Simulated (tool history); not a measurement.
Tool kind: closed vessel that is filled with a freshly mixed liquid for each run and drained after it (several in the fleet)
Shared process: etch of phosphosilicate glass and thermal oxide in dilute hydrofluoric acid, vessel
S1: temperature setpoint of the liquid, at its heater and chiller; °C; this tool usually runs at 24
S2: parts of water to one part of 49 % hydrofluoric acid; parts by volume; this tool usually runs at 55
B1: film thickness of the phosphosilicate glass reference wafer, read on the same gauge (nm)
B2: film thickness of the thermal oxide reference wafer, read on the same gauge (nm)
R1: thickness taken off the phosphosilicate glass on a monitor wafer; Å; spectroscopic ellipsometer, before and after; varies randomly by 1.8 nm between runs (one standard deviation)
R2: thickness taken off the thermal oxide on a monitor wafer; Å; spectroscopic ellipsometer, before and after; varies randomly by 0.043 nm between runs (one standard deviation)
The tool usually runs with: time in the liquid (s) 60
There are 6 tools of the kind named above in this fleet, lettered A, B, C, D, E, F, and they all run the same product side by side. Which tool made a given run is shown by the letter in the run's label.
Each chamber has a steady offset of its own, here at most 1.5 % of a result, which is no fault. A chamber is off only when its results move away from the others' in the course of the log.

Run 1D, hour 9: usual settings; B1 130; B2 100.01. Result: R1 2097.4 Å, R2 53.884 Å.
Run 2C, hour 18.7: usual settings; B1 130.01; B2 100.01. Result: R1 2135.4 Å, R2 53.525 Å.
At hour 21.5: chamber D: thermometer replaced.
Run 3A, hour 25.5: usual settings; B1 130.01; B2 99.998. Result: R1 2086.3 Å, R2 53.633 Å.
Run 4F, hour 37.2: usual settings; B1 130; B2 99.999. Result: R1 2115.8 Å, R2 53.314 Å.
At hour 40.4: chamber B: thermometer replaced.
Run 5E, hour 45: usual settings; B1 130; B2 100. Result: R1 2102.8 Å, R2 53.213 Å.
Run 6B, hour 52.5: usual settings but S2 65 parts by volume; B1 130; B2 100.02. Result: R1 1723 Å, R2 44.467 Å.
Run 7B, hour 60.2: usual settings but S2 65 parts by volume; B1 130; B2 100.02. Result: R1 1745 Å, R2 44.517 Å.
Run 8E, hour 66.5: usual settings but S2 65 parts by volume; B1 130.01; B2 100.05. Result: R1 1748.7 Å, R2 45.107 Å.
Run 9C, hour 77.2: usual settings but S2 65 parts by volume; B1 130; B2 100.01. Result: R1 1754.1 Å, R2 44.863 Å.
Run 10D, hour 87.3: usual settings but S2 65 parts by volume; B1 130; B2 100.01. Result: R1 1752.7 Å, R2 44.913 Å.
Run 11F, hour 98.8: usual settings but S2 65 parts by volume; B1 130; B2 99.985. Result: R1 1770.9 Å, R2 44.485 Å.
Run 12A, hour 111.2: usual settings; B1 129.99; B2 99.986. Result: R1 2116.5 Å, R2 54.37 Å.
Run 13A, hour 118.2: usual settings; B1 130.01; B2 99.993. Result: R1 2132.1 Å, R2 53.465 Å.
Run 14E, hour 126.8: usual settings; B1 130; B2 100. Result: R1 2082 Å, R2 54.207 Å.
Run 15B, hour 137.4: usual settings; B1 130.01; B2 100.02. Result: R1 2092.2 Å, R2 52.324 Å.
Run 16F, hour 145.6: usual settings; B1 130; B2 99.993. Result: R1 2124.8 Å, R2 54.248 Å.
At hour 149.3: chamber F: hydrofluoric acid flow meter replaced.
Run 17D, hour 157.1: usual settings; B1 130; B2 100.01. Result: R1 2122.2 Å, R2 53.276 Å.
Run 18C, hour 165.9: usual settings; B1 129.99; B2 99.999. Result: R1 2126.3 Å, R2 53.517 Å.
Run 19C, hour 174.9: usual settings; B1 129.98; B2 99.987. Result: R1 2128.1 Å, R2 53.955 Å.
At hour 181.5: chamber C: hydrofluoric acid flow meter replaced.
Run 20F, hour 185: usual settings; B1 129.99; B2 100.02. Result: R1 2096.3 Å, R2 53.695 Å.
Run 21B, hour 198.3: usual settings; B1 130; B2 100.02. Result: R1 2085.6 Å, R2 52.225 Å.
Run 22E, hour 204.7: usual settings; B1 130.01; B2 100.03. Result: R1 2123.2 Å, R2 53.142 Å.
Run 23D, hour 216.1: usual settings; B1 130; B2 99.967. Result: R1 2078.5 Å, R2 53.114 Å.
Run 24A, hour 226.9: usual settings; B1 130.02; B2 100.03. Result: R1 2095 Å, R2 53.651 Å.
Run 25F, hour 239.1: usual settings; B1 130.01; B2 99.978. Result: R1 2132.4 Å, R2 52.813 Å.
Run 26C, hour 251.7: usual settings; B1 130; B2 99.996. Result: R1 2127.6 Å, R2 53.733 Å.
Run 27D, hour 265.4: usual settings; B1 130.01; B2 99.952. Result: R1 2103.4 Å, R2 54.169 Å.
At hour 270.9: chamber C: thermometer replaced.
Run 28E, hour 273.6: usual settings; B1 129.98; B2 100.01. Result: R1 2057.3 Å, R2 53.819 Å.
Run 29B, hour 283.2: usual settings; B1 130; B2 99.99. Result: R1 2076.5 Å, R2 53.384 Å.
Run 30A, hour 293.1: usual settings; B1 129.99; B2 99.999. Result: R1 2086.7 Å, R2 54.553 Å.
At hour 300.5: chamber D: hydrofluoric acid flow meter replaced.
Run 31D, hour 306.9: usual settings but S1 21 °C, S2 65 parts by volume; B1 129.99; B2 100.03. Result: R1 1537.9 Å, R2 39.801 Å.
Run 32B, hour 313.8: usual settings but S1 21 °C, S2 65 parts by volume; B1 129.99; B2 100.03. Result: R1 1534.5 Å, R2 39.027 Å.
Run 33E, hour 320.3: usual settings but S1 21 °C, S2 65 parts by volume; B1 130; B2 99.981. Result: R1 1556.2 Å, R2 40.051 Å.
Run 34C, hour 329.7: usual settings but S1 21 °C, S2 65 parts by volume; B1 129.97; B2 99.971. Result: R1 1547.6 Å, R2 39.339 Å.
Run 35A, hour 339.3: usual settings but S1 21 °C, S2 65 parts by volume; B1 130; B2 99.971. Result: R1 1578.8 Å, R2 39.289 Å.
Run 36F, hour 351.2: usual settings but S1 21 °C, S2 65 parts by volume; B1 129.97; B2 99.984. Result: R1 1592.2 Å, R2 39.866 Å.
Run 37B, hour 364.8: usual settings; B1 130; B2 100. Result: R1 2093 Å, R2 53.718 Å.
Run 38C, hour 373.9: usual settings; B1 130; B2 99.997. Result: R1 2088.1 Å, R2 53.758 Å.
Run 39D, hour 387.7: usual settings; B1 130.01; B2 99.99. Result: R1 2104.3 Å, R2 53.949 Å.
At hour 392.5: chamber F: thermometer replaced.
Run 40A, hour 394.8: usual settings; B1 130; B2 99.996. Result: R1 2128.8 Å, R2 53.453 Å.
Run 41F, hour 408.3: usual settings; B1 130; B2 99.968. Result: R1 2119.8 Å, R2 53.092 Å.
Run 42E, hour 419.9: usual settings; B1 130; B2 100. Result: R1 2081.3 Å, R2 53.853 Å.
Run 43E, hour 427.7: usual settings; B1 129.97; B2 100.04. Result: R1 2091.8 Å, R2 53.71 Å.
Run 44C, hour 437.9: usual settings but S2 25 parts by volume; B1 129.97; B2 99.956. Result: R1 4944.7 Å, R2 123.57 Å.

The same settings go to every chamber for the next run, one line per chamber below. Forecast the results for each:
Run 45A, hour 448.1: usual settings but S2 35 parts by volume. Result: R1 ?, R2 ?.
Run 45B, hour 448.1: usual settings but S2 35 parts by volume. Result: R1 ?, R2 ?.
Run 45C, hour 448.1: usual settings but S2 35 parts by volume. Result: R1 ?, R2 ?.
Run 45D, hour 448.1: usual settings but S2 35 parts by volume. Result: R1 ?, R2 ?.
Run 45E, hour 448.1: usual settings but S2 35 parts by volume. Result: R1 ?, R2 ?.
Run 45F, hour 448.1: usual settings but S2 35 parts by volume. Result: R1 ?, R2 ?.

run      R1      R2
45A  3403.3  86.907
45B  3387.7  85.157
45C  3432.4  88.071
45D  3353.8  84.584
45E    3436  87.971
45F  3420.9  85.846
